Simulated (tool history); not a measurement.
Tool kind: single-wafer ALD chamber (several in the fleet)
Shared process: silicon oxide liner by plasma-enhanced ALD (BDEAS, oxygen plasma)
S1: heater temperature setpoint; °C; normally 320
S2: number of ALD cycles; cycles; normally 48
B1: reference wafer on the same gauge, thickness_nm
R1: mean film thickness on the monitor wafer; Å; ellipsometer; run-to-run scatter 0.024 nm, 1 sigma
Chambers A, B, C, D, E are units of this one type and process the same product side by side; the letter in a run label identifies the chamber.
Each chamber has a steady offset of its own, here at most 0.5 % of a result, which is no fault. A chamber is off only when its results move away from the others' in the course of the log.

run 1E day=0.204 | S1=320 S2=48 | B1=4.6474 | R1=43.733
run 2A day=0.325 | S1=320 S2=48 | B1=4.6517 | R1=43.121
run 3B day=0.512 | S1=320 S2=48 | B1=4.6475 | R1=43.220
run 4C day=0.642 | S1=320 S2=48 | B1=4.6573 | R1=43.346
run 5D day=0.833 | S1=320 S2=48 | B1=4.6483 | R1=43.154
run 6C day=1.062 | S1=325 S2=43 | B1=4.6513 | R1=38.518
run 7B day=1.267 | S1=325 S2=43 | B1=4.6504 | R1=38.475
run 8E day=1.508 | S1=325 S2=43 | B1=4.6541 | R1=38.713
run 9D day=1.667 | S1=325 S2=43 | B1=4.6510 | R1=38.361
run 10A day=1.800 | S1=325 S2=43 | B1=4.6489 | R1=38.791
run 11D day=2.046 | S1=320 S2=48 | B1=4.6547 | R1=43.439
run 12C day=2.262 | S1=320 S2=48 | B1=4.6529 | R1=42.920
run 13E day=2.388 | S1=320 S2=48 | B1=4.6473 | R1=43.274
run 14A day=2.533 | S1=320 S2=48 | B1=4.6463 | R1=42.907
run 15B day=2.775 | S1=320 S2=48 | B1=4.6557 | R1=43.369
run 16C day=2.950 | S1=320 S2=48 | B1=4.6503 | R1=43.250
run 17A day=3.138 | S1=320 S2=48 | B1=4.6492 | R1=43.633
run 18D day=3.379 | S1=320 S2=48 | B1=4.6490 | R1=43.423
run 19B day=3.517 | S1=326 S2=39 | B1=4.6528 | R1=34.765
run 20E day=3.638 | S1=326 S2=39 | B1=4.6470 | R1=34.711
run 21C day=3.796 | S1=326 S2=39 | B1=4.6563 | R1=35.009
run 22E day=3.912 | S1=326 S2=39 | B1=4.6449 | R1=34.846
run 23A day=4.162 | S1=326 S2=39 | B1=4.6542 | R1=35.008
run 24D day=4.379 | S1=320 S2=48 | B1=4.6531 | R1=43.418
run 25B day=4.617 | S1=320 S2=48 | B1=4.6479 | R1=43.050
run 26E day=4.871 | S1=320 S2=48 | B1=4.6541 | R1=43.006
run 27D day=5.033 | S1=320 S2=48 | B1=4.6488 | R1=43.584
run 28C day=5.188 | S1=320 S2=48 | B1=4.6527 | R1=43.075
run 29B day=5.417 | S1=320 S2=48 | B1=4.6512 | R1=43.334
run 30A day=5.683 | S1=320 S2=48 | B1=4.6452 | R1=43.303
run 31E day=5.858 | S1=320 S2=48 | B1=4.6507 | R1=43.287
run 32D day=6.038 | S1=320 S2=48 | B1=4.6469 | R1=43.116
run 33A day=6.229 | S1=320 S2=48 | B1=4.6461 | R1=43.109

Does one chamber stand apart from the rest, does the shared gauge drift, or is all well apart from small per-chamber offsets? Give the chamber and the most likely cause, where there is one.

The fleet is healthy, with each chamber sitting at its usual small offset and no drift in the gauge.
